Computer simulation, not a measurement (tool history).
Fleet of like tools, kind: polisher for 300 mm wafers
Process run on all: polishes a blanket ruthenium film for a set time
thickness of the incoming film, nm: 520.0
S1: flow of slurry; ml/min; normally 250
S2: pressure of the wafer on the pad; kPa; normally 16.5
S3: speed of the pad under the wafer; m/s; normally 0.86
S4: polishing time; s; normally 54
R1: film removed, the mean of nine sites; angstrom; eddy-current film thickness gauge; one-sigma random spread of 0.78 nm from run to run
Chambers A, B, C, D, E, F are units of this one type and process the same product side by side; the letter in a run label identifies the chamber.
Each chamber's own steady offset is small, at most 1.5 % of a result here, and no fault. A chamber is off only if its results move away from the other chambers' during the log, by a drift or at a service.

{"day": 0.317, "done": "chamber B: worn pad replaced by a new one"}
{"run": "1A", "day": 0.371, "S1": 250, "S2": 16.5, "S3": 0.86, "S4": 54, "R1": 653.02}
{"day": 0.712, "done": "chamber C: worn pad replaced by a new one"}
{"run": "2D", "day": 0.746, "S1": 250, "S2": 16.5, "S3": 0.86, "S4": 54, "R1": 645.56}
{"run": "3E", "day": 1.296, "S1": 250, "S2": 16.5, "S3": 0.86, "S4": 54, "R1": 651.8}
{"day": 1.308, "done": "chamber D: slurry nozzle cleaned"}
{"run": "4F", "day": 1.85, "S1": 250, "S2": 16.5, "S3": 0.86, "S4": 54, "R1": 637.94}
{"day": 2.388, "done": "chamber D: worn pad replaced by a new one"}
{"run": "5C", "day": 2.412, "S1": 250, "S2": 16.5, "S3": 0.86, "S4": 54, "R1": 668.42}
{"day": 2.475, "done": "chamber E: worn pad replaced by a new one"}
{"run": "6B", "day": 2.971, "S1": 250, "S2": 16.5, "S3": 0.86, "S4": 54, "R1": 636.83}
{"day": 3.029, "done": "chamber A: worn pad replaced by a new one"}
{"run": "7A", "day": 3.425, "S1": 250, "S2": 16.5, "S3": 0.86, "S4": 54, "R1": 647.16}
{"day": 3.7, "done": "chamber B: slurry nozzle cleaned"}
{"run": "8D", "day": 3.783, "S1": 310, "S2": 16.5, "S3": 0.86, "S4": 54, "R1": 674.89}
{"day": 4.138, "done": "chamber C: head pressure recalibrated"}
{"run": "9C", "day": 4.183, "S1": 310, "S2": 16.5, "S3": 0.86, "S4": 54, "R1": 678.79}
{"run": "10F", "day": 4.512, "S1": 310, "S2": 16.5, "S3": 0.86, "S4": 54, "R1": 649.78}
{"day": 4.625, "done": "chamber C: worn pad replaced by a new one"}
{"run": "11E", "day": 5.046, "S1": 310, "S2": 16.5, "S3": 0.86, "S4": 54, "R1": 657.73}
{"day": 5.071, "done": "chamber B: worn pad replaced by a new one"}
{"day": 5.104, "done": "chamber D: worn pad replaced by a new one"}
{"day": 5.138, "done": "chamber C: slurry nozzle cleaned"}
{"run": "12B", "day": 5.462, "S1": 310, "S2": 16.5, "S3": 0.86, "S4": 54, "R1": 652.67}
{"day": 5.8, "done": "chamber E: worn pad replaced by a new one"}
{"run": "13A", "day": 5.992, "S1": 310, "S2": 16.5, "S3": 0.86, "S4": 54, "R1": 659.49}
{"day": 6.325, "done": "chamber A: worn pad replaced by a new one"}
{"run": "14B", "day": 6.533, "S1": 250, "S2": 16.5, "S3": 0.86, "S4": 54, "R1": 640.75}
{"run": "15E", "day": 6.833, "S1": 250, "S2": 16.5, "S3": 0.86, "S4": 54, "R1": 651.88}
{"run": "16F", "day": 7.179, "S1": 250, "S2": 16.5, "S3": 0.86, "S4": 54, "R1": 628.14}
{"run": "17C", "day": 7.521, "S1": 250, "S2": 16.5, "S3": 0.86, "S4": 54, "R1": 661.61}
{"day": 7.679, "done": "chamber C: worn pad replaced by a new one"}
{"day": 7.867, "done": "chamber D: worn pad replaced by a new one"}
{"run": "18D", "day": 7.9, "S1": 250, "S2": 16.5, "S3": 0.86, "S4": 54, "R1": 639.24}
{"day": 8.175, "done": "chamber A: head pressure recalibrated"}
{"run": "19D", "day": 8.25, "S1": 250, "S2": 16.5, "S3": 0.86, "S4": 54, "R1": 643.02}
{"run": "20B", "day": 8.567, "S1": 250, "S2": 16.5, "S3": 0.86, "S4": 54, "R1": 652.03}
{"day": 8.875, "done": "chamber E: worn pad replaced by a new one"}
{"run": "21C", "day": 9.075, "S1": 250, "S2": 20.7, "S3": 1.12, "S4": 54, "R1": 1061.6}
{"day": 9.5, "done": "chamber A: worn pad replaced by a new one"}
{"run": "22E", "day": 9.571, "S1": 250, "S2": 20.7, "S3": 1.12, "S4": 54, "R1": 1043.3}
{"run": "23A", "day": 10.104, "S1": 250, "S2": 20.7, "S3": 1.12, "S4": 54, "R1": 1045.4}
{"day": 10.108, "done": "chamber B: worn pad replaced by a new one"}
{"run": "24F", "day": 10.517, "S1": 250, "S2": 20.7, "S3": 1.12, "S4": 54, "R1": 1008.3}
{"run": "25A", "day": 10.896, "S1": 250, "S2": 20.7, "S3": 1.12, "S4": 54, "R1": 1050.6}
{"day": 10.925, "done": "chamber F: slurry nozzle cleaned"}
{"day": 10.992, "done": "chamber C: worn pad replaced by a new one"}
{"day": 11.346, "done": "chamber D: worn pad replaced by a new one"}
{"run": "26B", "day": 11.392, "S1": 250, "S2": 20.7, "S3": 1.12, "S4": 54, "R1": 1016.8}
{"run": "27D", "day": 11.65, "S1": 250, "S2": 16.5, "S3": 0.86, "S4": 54, "R1": 648.11}
{"day": 11.654, "done": "chamber B: head pressure recalibrated"}
{"day": 11.783, "done": "chamber A: slurry nozzle cleaned"}
{"run": "28C", "day": 12.012, "S1": 250, "S2": 16.5, "S3": 0.86, "S4": 54, "R1": 650.8}
{"day": 12.238, "done": "chamber E: worn pad replaced by a new one"}
{"run": "29F", "day": 12.383, "S1": 250, "S2": 16.5, "S3": 0.86, "S4": 54, "R1": 607.31}
{"day": 12.538, "done": "chamber A: worn pad replaced by a new one"}
{"day": 12.679, "done": "chamber D: slurry nozzle cleaned"}
{"day": 12.758, "done": "chamber B: slurry nozzle cleaned"}
{"run": "30E", "day": 12.912, "S1": 250, "S2": 16.5, "S3": 0.86, "S4": 54, "R1": 641.9}
{"run": "31B", "day": 13.371, "S1": 250, "S2": 16.5, "S3": 0.86, "S4": 54, "R1": 634.21}
{"run": "32C", "day": 13.846, "S1": 250, "S2": 16.5, "S3": 0.86, "S4": 54, "R1": 644.93}
{"day": 14.138, "done": "chamber D: worn pad replaced by a new one"}
{"run": "33E", "day": 14.15, "S1": 250, "S2": 16.5, "S3": 0.86, "S4": 54, "R1": 641.18}
{"run": "34A", "day": 14.488, "S1": 250, "S2": 16.5, "S3": 0.86, "S4": 54, "R1": 654.18}
{"run": "35F", "day": 14.983, "S1": 250, "S2": 16.5, "S3": 0.86, "S4": 54, "R1": 589.07}
{"run": "36D", "day": 15.375, "S1": 250, "S2": 16.5, "S3": 0.86, "S4": 54, "R1": 641.06}
{"run": "37A", "day": 15.75, "S1": 250, "S2": 16.5, "S3": 0.86, "S4": 54, "R1": 649.26}

Which is it: a chamber that has drifted or been left off by a service, a gauge drift common to all chambers, or only each chamber's usual small offset? If a chamber is off, name it and its likeliest cause.

Little by little, chamber F moves away from the other chambers.
Likeliest cause: removal rate lost through wear of the pad, % = 10.7.
Not necessarily distinguishable in this log from: head's pressure below its setpoint, %.

Which of the 4 candidates below, each the usual settings with something changed and its results left as question marks, puts chamber F back in line with what the other chambers give on the usual settings?
Allowed miss from the other chambers' usual-settings mean, per result, to count as in line: R1 27 angstrom
{"run": "38F-1", "day": 16.154, "S1": 250, "S2": 16.5, "S3": 0.88, "S4": 55, "R1": "?"}
{"run": "38F-2", "day": 16.154, "S1": 250, "S2": 16.5, "S3": 0.84, "S4": 53, "R1": "?"}
{"run": "38F-3", "day": 16.154, "S1": 250, "S2": 17.2, "S3": 0.9, "S4": 56, "R1": "?"}
{"run": "38F-4", "day": 16.154, "S1": 245, "S2": 16.5, "S3": 0.76, "S4": 54, "R1": "?"}

What the other chambers average on the usual settings: R1 647.29 angstrom
run=38F-1 R1=592.52
run=38F-2 R1=544.74
run=38F-3 R1=642.49
run=38F-4 R1=500.47
The answer is 38F-3, which returns the chamber to within the allowed miss of the others.
